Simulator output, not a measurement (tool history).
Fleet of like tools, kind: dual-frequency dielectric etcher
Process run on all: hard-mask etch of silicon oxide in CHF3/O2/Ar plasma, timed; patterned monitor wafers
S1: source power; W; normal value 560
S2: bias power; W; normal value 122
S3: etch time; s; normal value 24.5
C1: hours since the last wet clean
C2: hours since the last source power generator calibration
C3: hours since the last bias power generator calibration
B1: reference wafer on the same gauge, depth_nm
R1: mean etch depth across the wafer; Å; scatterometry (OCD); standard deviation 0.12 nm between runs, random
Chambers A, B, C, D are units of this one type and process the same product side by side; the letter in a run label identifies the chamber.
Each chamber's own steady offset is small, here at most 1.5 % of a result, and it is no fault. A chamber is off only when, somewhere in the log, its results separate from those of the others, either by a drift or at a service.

{"run": "1C", "hour": 6.2, "S1": 560, "S2": 122, "S3": 24.5, "C1": 72.6, "C2": 3362.4, "C3": 719.9, "B1": 49.383, "R1": 412.76}
{"run": "2D", "hour": 17.0, "S1": 560, "S2": 122, "S3": 24.5, "C1": 119.5, "C2": 1160.4, "C3": 2684.1, "B1": 49.353, "R1": 416.51}
{"run": "3A", "hour": 24.5, "S1": 560, "S2": 122, "S3": 24.5, "C1": 318.8, "C2": 1285.0, "C3": 920.2, "B1": 49.378, "R1": 416.96}
{"run": "4B", "hour": 32.5, "S1": 560, "S2": 122, "S3": 24.5, "C1": 344.1, "C2": 53.4, "C3": 2210.4, "B1": 49.389, "R1": 413.09}
{"run": "5C", "hour": 39.4, "S1": 560, "S2": 122, "S3": 24.5, "C1": 105.8, "C2": 3395.6, "C3": 753.1, "B1": 49.398, "R1": 413.54}
{"run": "6A", "hour": 44.8, "S1": 450, "S2": 122, "S3": 30.5, "C1": 339.1, "C2": 1305.3, "C3": 940.5, "B1": 49.422, "R1": 476.35}
{"run": "7D", "hour": 55.0, "S1": 450, "S2": 122, "S3": 30.5, "C1": 157.5, "C2": 1198.4, "C3": 2722.1, "B1": 49.415, "R1": 474.19}
{"run": "8B", "hour": 61.0, "S1": 450, "S2": 122, "S3": 30.5, "C1": 372.6, "C2": 81.9, "C3": 2238.9, "B1": 49.407, "R1": 473.81}
{"run": "9C", "hour": 71.7, "S1": 450, "S2": 122, "S3": 30.5, "C1": 138.1, "C2": 3427.9, "C3": 785.4, "B1": 49.37, "R1": 471.84}
{"run": "10B", "hour": 78.0, "S1": 490, "S2": 122, "S3": 17.5, "C1": 389.6, "C2": 98.9, "C3": 2255.9, "B1": 49.399, "R1": 280.97}
{"run": "11A", "hour": 88.3, "S1": 490, "S2": 122, "S3": 17.5, "C1": 382.6, "C2": 1348.8, "C3": 984.0, "B1": 49.401, "R1": 281.1}
{"run": "12D", "hour": 98.6, "S1": 490, "S2": 122, "S3": 17.5, "C1": 201.1, "C2": 1242.0, "C3": 2765.7, "B1": 49.396, "R1": 280.96}
{"hour": 99.4, "done": "chamber A: wet clean of the chamber"}
{"run": "13D", "hour": 104.1, "S1": 490, "S2": 122, "S3": 17.5, "C1": 206.6, "C2": 1247.5, "C3": 2771.2, "B1": 49.362, "R1": 283.26}
{"run": "14C", "hour": 114.8, "S1": 560, "S2": 122, "S3": 24.5, "C1": 181.2, "C2": 3471.0, "C3": 828.5, "B1": 49.37, "R1": 410.44}
{"run": "15A", "hour": 120.5, "S1": 560, "S2": 93, "S3": 31.0, "C1": 21.2, "C2": 1381.0, "C3": 1016.2, "B1": 49.396, "R1": 486.14}
{"run": "16B", "hour": 125.4, "S1": 560, "S2": 93, "S3": 31.0, "C1": 437.0, "C2": 146.3, "C3": 2303.3, "B1": 49.374, "R1": 484.28}
{"run": "17C", "hour": 132.1, "S1": 560, "S2": 93, "S3": 31.0, "C1": 198.5, "C2": 3488.3, "C3": 845.8, "B1": 49.417, "R1": 480.11}
{"run": "18A", "hour": 141.2, "S1": 560, "S2": 93, "S3": 31.0, "C1": 41.9, "C2": 1401.7, "C3": 1036.9, "B1": 49.392, "R1": 485.0}
{"run": "19D", "hour": 146.6, "S1": 560, "S2": 122, "S3": 24.5, "C1": 249.1, "C2": 1290.0, "C3": 2813.7, "B1": 49.442, "R1": 416.19}
{"run": "20B", "hour": 153.1, "S1": 560, "S2": 122, "S3": 24.5, "C1": 464.7, "C2": 174.0, "C3": 2331.0, "B1": 49.428, "R1": 415.52}
{"run": "21A", "hour": 159.8, "S1": 560, "S2": 122, "S3": 24.5, "C1": 60.5, "C2": 1420.3, "C3": 1055.5, "B1": 49.405, "R1": 416.74}
{"run": "22B", "hour": 164.8, "S1": 560, "S2": 122, "S3": 24.5, "C1": 476.4, "C2": 185.7, "C3": 2342.7, "B1": 49.438, "R1": 415.3}
{"run": "23C", "hour": 173.2, "S1": 560, "S2": 93, "S3": 24.5, "C1": 239.6, "C2": 3529.4, "C3": 886.9, "B1": 49.412, "R1": 380.43}
{"run": "24D", "hour": 180.4, "S1": 560, "S2": 93, "S3": 24.5, "C1": 282.9, "C2": 1323.8, "C3": 2847.5, "B1": 49.349, "R1": 383.9}
{"run": "25C", "hour": 188.9, "S1": 560, "S2": 93, "S3": 24.5, "C1": 255.3, "C2": 3545.1, "C3": 902.6, "B1": 49.388, "R1": 379.67}
{"hour": 191.9, "done": "chamber C: source power generator calibrated"}
{"run": "26B", "hour": 194.2, "S1": 560, "S2": 93, "S3": 24.5, "C1": 505.8, "C2": 215.1, "C3": 2372.1, "B1": 49.389, "R1": 381.99}
{"run": "27D", "hour": 202.0, "S1": 450, "S2": 134, "S3": 24.5, "C1": 304.5, "C2": 1345.4, "C3": 2869.1, "B1": 49.379, "R1": 393.34}
{"run": "28A", "hour": 212.2, "S1": 450, "S2": 134, "S3": 24.5, "C1": 112.9, "C2": 1472.7, "C3": 1107.9, "B1": 49.418, "R1": 392.93}
{"run": "29A", "hour": 217.4, "S1": 450, "S2": 134, "S3": 24.5, "C1": 118.1, "C2": 1477.9, "C3": 1113.1, "B1": 49.409, "R1": 392.21}
{"run": "30D", "hour": 226.9, "S1": 450, "S2": 134, "S3": 24.5, "C1": 329.4, "C2": 1370.3, "C3": 2894.0, "B1": 49.349, "R1": 391.72}
{"run": "31B", "hour": 232.5, "S1": 560, "S2": 122, "S3": 24.5, "C1": 544.1, "C2": 253.4, "C3": 2410.4, "B1": 49.387, "R1": 414.07}
{"hour": 233.7, "done": "chamber B: wet clean of the chamber"}
{"run": "32C", "hour": 242.8, "S1": 560, "S2": 122, "S3": 24.5, "C1": 309.2, "C2": 51.0, "C3": 956.5, "B1": 49.407, "R1": 406.11}
{"run": "33B", "hour": 249.5, "S1": 560, "S2": 122, "S3": 24.5, "C1": 15.8, "C2": 270.4, "C3": 2427.4, "B1": 49.427, "R1": 415.18}
{"run": "34A", "hour": 257.7, "S1": 560, "S2": 122, "S3": 24.5, "C1": 158.4, "C2": 1518.2, "C3": 1153.4, "B1": 49.438, "R1": 416.68}
{"run": "35C", "hour": 268.5, "S1": 560, "S2": 122, "S3": 24.5, "C1": 334.9, "C2": 76.7, "C3": 982.2, "B1": 49.359, "R1": 404.3}
{"run": "36D", "hour": 278.6, "S1": 680, "S2": 138, "S3": 24.5, "C1": 381.1, "C2": 1422.0, "C3": 2945.7, "B1": 49.422, "R1": 467.55}
{"run": "37C", "hour": 286.5, "S1": 680, "S2": 138, "S3": 24.5, "C1": 352.9, "C2": 94.7, "C3": 1000.2, "B1": 49.357, "R1": 451.0}
{"run": "38B", "hour": 296.5, "S1": 680, "S2": 138, "S3": 24.5, "C1": 62.8, "C2": 317.4, "C3": 2474.4, "B1": 49.418, "R1": 466.18}

Has any chamber moved away from the others, gradually or after a service, or does the common gauge drift, or do the chambers differ only by their own small steady offsets? State the chamber and the most likely cause if one applies.

A service left chamber C off against the others.
Cause: source power that arrives under what is set, % = 4.53.

Here are 4 candidates for chamber C's next run, each the usual settings with a change, their results left as question marks. Which one brings its results back in line with what the others give on the usual settings?
To be in line, a result may differ from the other chambers' mean on the usual settings by at most: R1 4.20 Å
{"run": "39C-1", "hour": 304.3, "S1": 560, "S2": 112, "S3": 24.5, "R1": "?"}
{"run": "39C-2", "hour": 304.3, "S1": 560, "S2": 123, "S3": 25.0, "R1": "?"}
{"run": "39C-3", "hour": 304.3, "S1": 570, "S2": 122, "S3": 24.5, "R1": "?"}
{"run": "39C-4", "hour": 304.3, "S1": 550, "S2": 122, "S3": 24.5, "R1": "?"}

Other chambers, usual settings, mean: R1 415.76 Å
run=39C-1 R1=393.73
run=39C-2 R1=413.70
run=39C-3 R1=407.16
run=39C-4 R1=401.58
The right change is 39C-2: it brings the chamber back within the allowed miss of the others.
